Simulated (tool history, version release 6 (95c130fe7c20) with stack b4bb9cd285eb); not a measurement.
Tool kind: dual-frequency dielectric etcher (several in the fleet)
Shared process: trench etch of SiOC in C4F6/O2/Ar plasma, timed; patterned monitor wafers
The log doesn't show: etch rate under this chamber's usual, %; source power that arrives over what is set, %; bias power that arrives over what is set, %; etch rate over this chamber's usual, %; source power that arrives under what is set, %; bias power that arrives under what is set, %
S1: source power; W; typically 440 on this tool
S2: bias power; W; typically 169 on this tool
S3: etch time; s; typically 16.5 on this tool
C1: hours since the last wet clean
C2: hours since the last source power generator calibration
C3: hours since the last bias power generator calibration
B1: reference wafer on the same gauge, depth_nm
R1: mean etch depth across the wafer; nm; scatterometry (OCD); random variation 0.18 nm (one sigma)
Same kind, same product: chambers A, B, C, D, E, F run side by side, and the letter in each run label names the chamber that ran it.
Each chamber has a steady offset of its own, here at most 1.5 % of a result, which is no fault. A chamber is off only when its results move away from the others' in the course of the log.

{"run": "1E", "day": 0.421, "S1": 440, "S2": 169, "S3": 16.5, "C1": 111.7, "C2": 3032.3, "C3": 4330.3, "B1": 34.365, "R1": 35.476}
{"run": "2C", "day": 0.762, "S1": 440, "S2": 169, "S3": 16.5, "C1": 88.1, "C2": 3935.9, "C3": 2380.3, "B1": 34.396, "R1": 35.247}
{"day": 1.075, "done": "chamber F: wet clean of the chamber"}
{"run": "3A", "day": 1.196, "S1": 440, "S2": 169, "S3": 16.5, "C1": 381.5, "C2": 410.9, "C3": 307.0, "B1": 34.45, "R1": 34.917}
{"run": "4F", "day": 1.604, "S1": 440, "S2": 169, "S3": 16.5, "C1": 12.8, "C2": 663.6, "C3": 386.3, "B1": 34.401, "R1": 35.008}
{"run": "5B", "day": 2.138, "S1": 440, "S2": 169, "S3": 16.5, "C1": 248.5, "C2": 1713.7, "C3": 1541.2, "B1": 34.396, "R1": 35.671}
{"run": "6D", "day": 2.7, "S1": 440, "S2": 169, "S3": 16.5, "C1": 142.3, "C2": 2643.8, "C3": 1039.0, "B1": 34.424, "R1": 34.919}
{"run": "7A", "day": 3.308, "S1": 440, "S2": 169, "S3": 16.5, "C1": 432.2, "C2": 461.6, "C3": 357.7, "B1": 34.408, "R1": 34.833}
{"run": "8B", "day": 3.758, "S1": 440, "S2": 169, "S3": 16.5, "C1": 287.4, "C2": 1752.6, "C3": 1580.1, "B1": 34.438, "R1": 35.294}
{"run": "9C", "day": 4.317, "S1": 440, "S2": 169, "S3": 16.5, "C1": 173.4, "C2": 4021.2, "C3": 2465.6, "B1": 34.431, "R1": 35.177}
{"run": "10D", "day": 4.621, "S1": 440, "S2": 169, "S3": 16.5, "C1": 188.4, "C2": 2689.9, "C3": 1085.1, "B1": 34.468, "R1": 34.873}
{"run": "11E", "day": 4.929, "S1": 440, "S2": 169, "S3": 16.5, "C1": 219.9, "C2": 3140.5, "C3": 4438.5, "B1": 34.429, "R1": 35.12}
{"run": "12F", "day": 5.45, "S1": 440, "S2": 169, "S3": 16.5, "C1": 105.1, "C2": 755.9, "C3": 478.6, "B1": 34.433, "R1": 34.769}
{"run": "13A", "day": 5.833, "S1": 440, "S2": 169, "S3": 16.5, "C1": 492.8, "C2": 522.2, "C3": 418.3, "B1": 34.398, "R1": 35.052}
{"run": "14D", "day": 6.317, "S1": 440, "S2": 169, "S3": 16.5, "C1": 229.1, "C2": 2730.6, "C3": 1125.8, "B1": 34.401, "R1": 34.927}
{"run": "15E", "day": 6.812, "S1": 440, "S2": 169, "S3": 16.5, "C1": 265.1, "C2": 3185.7, "C3": 4483.7, "B1": 34.399, "R1": 35.092}
{"run": "16F", "day": 7.35, "S1": 440, "S2": 169, "S3": 16.5, "C1": 150.7, "C2": 801.5, "C3": 524.2, "B1": 34.399, "R1": 34.707}
{"run": "17C", "day": 7.958, "S1": 440, "S2": 169, "S3": 16.5, "C1": 260.8, "C2": 4108.6, "C3": 2553.0, "B1": 34.429, "R1": 35.407}
{"run": "18B", "day": 8.304, "S1": 440, "S2": 193, "S3": 16.5, "C1": 396.5, "C2": 1861.7, "C3": 1689.2, "B1": 34.42, "R1": 37.304}
{"run": "19E", "day": 8.808, "S1": 440, "S2": 193, "S3": 16.5, "C1": 313.0, "C2": 3233.6, "C3": 4531.6, "B1": 34.404, "R1": 36.898}
{"run": "20A", "day": 9.225, "S1": 440, "S2": 193, "S3": 16.5, "C1": 574.2, "C2": 603.6, "C3": 499.7, "B1": 34.449, "R1": 36.168}
{"run": "21C", "day": 9.638, "S1": 440, "S2": 193, "S3": 16.5, "C1": 301.1, "C2": 4148.9, "C3": 2593.3, "B1": 34.384, "R1": 36.615}
{"day": 9.692, "done": "chamber C: source power generator calibrated"}
{"run": "22D", "day": 9.992, "S1": 440, "S2": 193, "S3": 16.5, "C1": 317.3, "C2": 2818.8, "C3": 1214.0, "B1": 34.383, "R1": 36.385}
{"run": "23F", "day": 10.3, "S1": 440, "S2": 193, "S3": 16.5, "C1": 221.5, "C2": 872.3, "C3": 595.0, "B1": 34.438, "R1": 35.92}
{"day": 10.517, "done": "chamber A: wet clean of the chamber"}
{"run": "24B", "day": 10.742, "S1": 440, "S2": 169, "S3": 16.5, "C1": 455.0, "C2": 1920.2, "C3": 1747.7, "B1": 34.387, "R1": 35.434}
{"run": "25F", "day": 11.154, "S1": 440, "S2": 169, "S3": 16.5, "C1": 242.0, "C2": 892.8, "C3": 615.5, "B1": 34.376, "R1": 34.734}
{"day": 11.2, "done": "chamber B: source power generator calibrated"}
{"run": "26B", "day": 11.421, "S1": 440, "S2": 169, "S3": 16.5, "C1": 471.3, "C2": 5.3, "C3": 1764.0, "B1": 34.387, "R1": 35.486}
{"run": "27A", "day": 11.792, "S1": 440, "S2": 169, "S3": 16.5, "C1": 30.6, "C2": 665.2, "C3": 561.3, "B1": 34.367, "R1": 33.251}
{"day": 12.038, "done": "chamber E: wet clean of the chamber"}
{"run": "28E", "day": 12.175, "S1": 440, "S2": 169, "S3": 16.5, "C1": 3.3, "C2": 3314.4, "C3": 4612.4, "B1": 34.394, "R1": 35.511}
{"run": "29D", "day": 12.475, "S1": 440, "S2": 169, "S3": 16.5, "C1": 376.9, "C2": 2878.4, "C3": 1273.6, "B1": 34.336, "R1": 34.802}
{"run": "30C", "day": 12.946, "S1": 440, "S2": 169, "S3": 16.5, "C1": 380.5, "C2": 78.1, "C3": 2672.7, "B1": 34.385, "R1": 35.464}
{"day": 13.342, "done": "chamber B: wet clean of the chamber"}
{"run": "31D", "day": 13.458, "S1": 440, "S2": 169, "S3": 16.5, "C1": 400.5, "C2": 2902.0, "C3": 1297.2, "B1": 34.417, "R1": 35.093}
{"run": "32A", "day": 13.758, "S1": 440, "S2": 169, "S3": 16.5, "C1": 77.8, "C2": 712.4, "C3": 608.5, "B1": 34.402, "R1": 33.376}
{"run": "33F", "day": 14.262, "S1": 440, "S2": 169, "S3": 16.5, "C1": 316.6, "C2": 967.4, "C3": 690.1, "B1": 34.436, "R1": 34.626}
{"day": 14.717, "done": "chamber C: wet clean of the chamber"}
{"run": "34C", "day": 14.733, "S1": 540, "S2": 169, "S3": 16.5, "C1": 0.4, "C2": 121.0, "C3": 2715.6, "B1": 34.392, "R1": 38.45}
{"run": "35B", "day": 15.088, "S1": 540, "S2": 169, "S3": 16.5, "C1": 41.9, "C2": 93.3, "C3": 1852.0, "B1": 34.417, "R1": 37.962}
{"run": "36E", "day": 15.467, "S1": 540, "S2": 169, "S3": 16.5, "C1": 82.3, "C2": 3393.4, "C3": 4691.4, "B1": 34.392, "R1": 38.052}
{"run": "37A", "day": 15.971, "S1": 540, "S2": 169, "S3": 16.5, "C1": 130.9, "C2": 765.5, "C3": 661.6, "B1": 34.396, "R1": 36.44}
{"run": "38D", "day": 16.458, "S1": 540, "S2": 169, "S3": 16.5, "C1": 472.5, "C2": 2974.0, "C3": 1369.2, "B1": 34.375, "R1": 37.943}
{"run": "39C", "day": 17.017, "S1": 540, "S2": 169, "S3": 16.5, "C1": 55.2, "C2": 175.8, "C3": 2770.4, "B1": 34.389, "R1": 37.888}
{"run": "40B", "day": 17.462, "S1": 440, "S2": 139, "S3": 16.5, "C1": 98.9, "C2": 150.3, "C3": 1909.0, "B1": 34.366, "R1": 33.097}

One chamber off, gauge drift, or nothing amiss beyond the chambers' own small offsets? If it is a chamber, which one, and what is the likeliest cause?

After it was serviced, chamber A no longer matches the other chambers.
What lies behind it: etch rate under this chamber's usual, % = 4.47.

Here are 4 candidates for chamber A's next run, each the usual settings with a change, their results left as question marks. Which one brings its results back in line with what the others give on the usual settings?
Counts as in line when no further than this from what the other chambers average on the usual settings: R1 0.630 nm
{"run": "41A-1", "day": 17.9, "S1": 440, "S2": 141, "S3": 16.5, "R1": "?"}
{"run": "41A-2", "day": 17.9, "S1": 510, "S2": 190, "S3": 16.5, "R1": "?"}
{"run": "41A-3", "day": 17.9, "S1": 380, "S2": 150, "S3": 16.5, "R1": "?"}
{"run": "41A-4", "day": 17.9, "S1": 500, "S2": 169, "S3": 16.5, "R1": "?"}

The mean the other chambers reach with the usual settings: R1 35.061 nm
run=41A-1 R1=31.404
run=41A-2 R1=36.511
run=41A-3 R1=30.202
run=41A-4 R1=34.917
It is 41A-4 that realigns the chamber with its peers.
